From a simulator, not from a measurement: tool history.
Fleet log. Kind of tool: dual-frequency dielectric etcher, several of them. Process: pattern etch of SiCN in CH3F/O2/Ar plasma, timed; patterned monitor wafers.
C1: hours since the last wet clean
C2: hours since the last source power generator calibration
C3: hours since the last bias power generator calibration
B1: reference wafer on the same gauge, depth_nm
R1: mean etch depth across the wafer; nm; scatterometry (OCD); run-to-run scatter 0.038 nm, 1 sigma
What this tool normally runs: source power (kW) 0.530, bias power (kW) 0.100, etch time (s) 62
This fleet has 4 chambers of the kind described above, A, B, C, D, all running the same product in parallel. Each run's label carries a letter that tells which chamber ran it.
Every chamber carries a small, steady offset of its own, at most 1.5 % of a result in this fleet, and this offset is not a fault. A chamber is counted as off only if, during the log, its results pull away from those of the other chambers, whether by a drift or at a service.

Run 1A, day 0.179: usual settings; C1 163.0; C2 467.1; C3 2617.3; B1 30.598. Result: R1 29.489 nm.
Run 2C, day 0.358: usual settings; C1 421.4; C2 2156.0; C3 3213.5; B1 30.599. Result: R1 29.102 nm.
Run 3D, day 0.479: usual settings; C1 49.2; C2 205.6; C3 1054.3; B1 30.583. Result: R1 28.953 nm.
Run 4B, day 0.704: usual settings; C1 91.4; C2 2019.2; C3 2714.4; B1 30.581. Result: R1 29.196 nm.
Run 5C, day 0.896: usual settings; C1 434.3; C2 2168.9; C3 3226.4; B1 30.571. Result: R1 29.111 nm.
Run 6A, day 1.046: usual settings; C1 183.8; C2 487.9; C3 2638.1; B1 30.573. Result: R1 29.456 nm.
Run 7B, day 1.192: usual settings; C1 103.1; C2 2030.9; C3 2726.1; B1 30.571. Result: R1 29.111 nm.
Run 8D, day 1.421: usual settings; C1 71.8; C2 228.2; C3 1076.9; B1 30.554. Result: R1 28.915 nm.
Run 9A, day 1.546: usual settings; C1 195.8; C2 499.9; C3 2650.1; B1 30.552. Result: R1 29.422 nm.
At day 1.650: chamber B: bias power generator calibrated.
Run 10C, day 1.662: usual settings; C1 452.7; C2 2187.3; C3 3244.8; B1 30.552. Result: R1 29.005 nm.
Run 11B, day 1.775: usual settings; C1 117.1; C2 2044.9; C3 3.1; B1 30.562. Result: R1 29.092 nm.
Run 12D, day 1.979: usual settings; C1 85.2; C2 241.6; C3 1090.3; B1 30.538. Result: R1 28.940 nm.
Run 13D, day 2.146: usual settings; C1 89.2; C2 245.6; C3 1094.3; B1 30.538. Result: R1 28.894 nm.
Run 14A, day 2.367: usual settings; C1 215.5; C2 519.6; C3 2669.8; B1 30.536. Result: R1 29.390 nm.
Run 15C, day 2.488: usual settings; C1 472.5; C2 2207.1; C3 3264.6; B1 30.521. Result: R1 29.048 nm.
Run 16B, day 2.721: usual settings but bias power (kW) 0.090, etch time (s) 44; C1 139.8; C2 2067.6; C3 25.8; B1 30.513. Result: R1 19.904 nm.
Run 17D, day 2.921: usual settings but bias power (kW) 0.090, etch time (s) 44; C1 107.8; C2 264.2; C3 1112.9; B1 30.518. Result: R1 19.694 nm.
Run 18A, day 3.125: usual settings but bias power (kW) 0.090, etch time (s) 44; C1 233.7; C2 537.8; C3 2688.0; B1 30.508. Result: R1 20.034 nm.
Run 19B, day 3.229: usual settings but bias power (kW) 0.090, etch time (s) 44; C1 152.0; C2 2079.8; C3 38.0; B1 30.503. Result: R1 19.836 nm.
At day 3.312: chamber C: wet clean of the chamber.
Run 20C, day 3.371: usual settings; C1 1.5; C2 2228.3; C3 3285.8; B1 30.506. Result: R1 29.043 nm.
Run 21A, day 3.604: usual settings; C1 245.2; C2 549.3; C3 2699.5; B1 30.496. Result: R1 29.329 nm.
Run 22B, day 3.762: usual settings; C1 164.8; C2 2092.6; C3 50.8; B1 30.495. Result: R1 29.183 nm.
Run 23C, day 3.888: usual settings; C1 13.9; C2 2240.7; C3 3298.2; B1 30.482. Result: R1 28.977 nm.
Run 24D, day 4.062: usual settings; C1 135.2; C2 291.6; C3 1140.3; B1 30.484. Result: R1 28.812 nm.
Run 25B, day 4.296: usual settings; C1 177.6; C2 2105.4; C3 63.6; B1 30.467. Result: R1 29.151 nm.
Run 26D, day 4.483: usual settings; C1 145.3; C2 301.7; C3 1150.4; B1 30.463. Result: R1 28.850 nm.
Run 27C, day 4.675: usual settings; C1 32.8; C2 2259.6; C3 3317.1; B1 30.466. Result: R1 29.079 nm.
Run 28A, day 4.846: usual settings; C1 275.0; C2 579.1; C3 2729.3; B1 30.445. Result: R1 29.350 nm.
Run 29B, day 4.992: usual settings; C1 194.3; C2 2122.1; C3 80.3; B1 30.455. Result: R1 29.128 nm.
Run 30D, day 5.133: usual settings; C1 160.9; C2 317.3; C3 1166.0; B1 30.447. Result: R1 28.827 nm.
Run 31C, day 5.238: usual settings; C1 46.3; C2 2273.1; C3 3330.6; B1 30.442. Result: R1 28.954 nm.
Run 32A, day 5.417: usual settings; C1 288.7; C2 592.8; C3 2743.0; B1 30.436. Result: R1 29.237 nm.

Predict what each chamber gives when all 4 of them run the settings below next.
Run 33A, day 5.583: usual settings. Result: R1 ?.
Run 33B, day 5.583: usual settings. Result: R1 ?.
Run 33C, day 5.583: usual settings. Result: R1 ?.
Run 33D, day 5.583: usual settings. Result: R1 ?.

run      R1
33A  29.318
33B  29.014
33C  28.914
33D  28.815

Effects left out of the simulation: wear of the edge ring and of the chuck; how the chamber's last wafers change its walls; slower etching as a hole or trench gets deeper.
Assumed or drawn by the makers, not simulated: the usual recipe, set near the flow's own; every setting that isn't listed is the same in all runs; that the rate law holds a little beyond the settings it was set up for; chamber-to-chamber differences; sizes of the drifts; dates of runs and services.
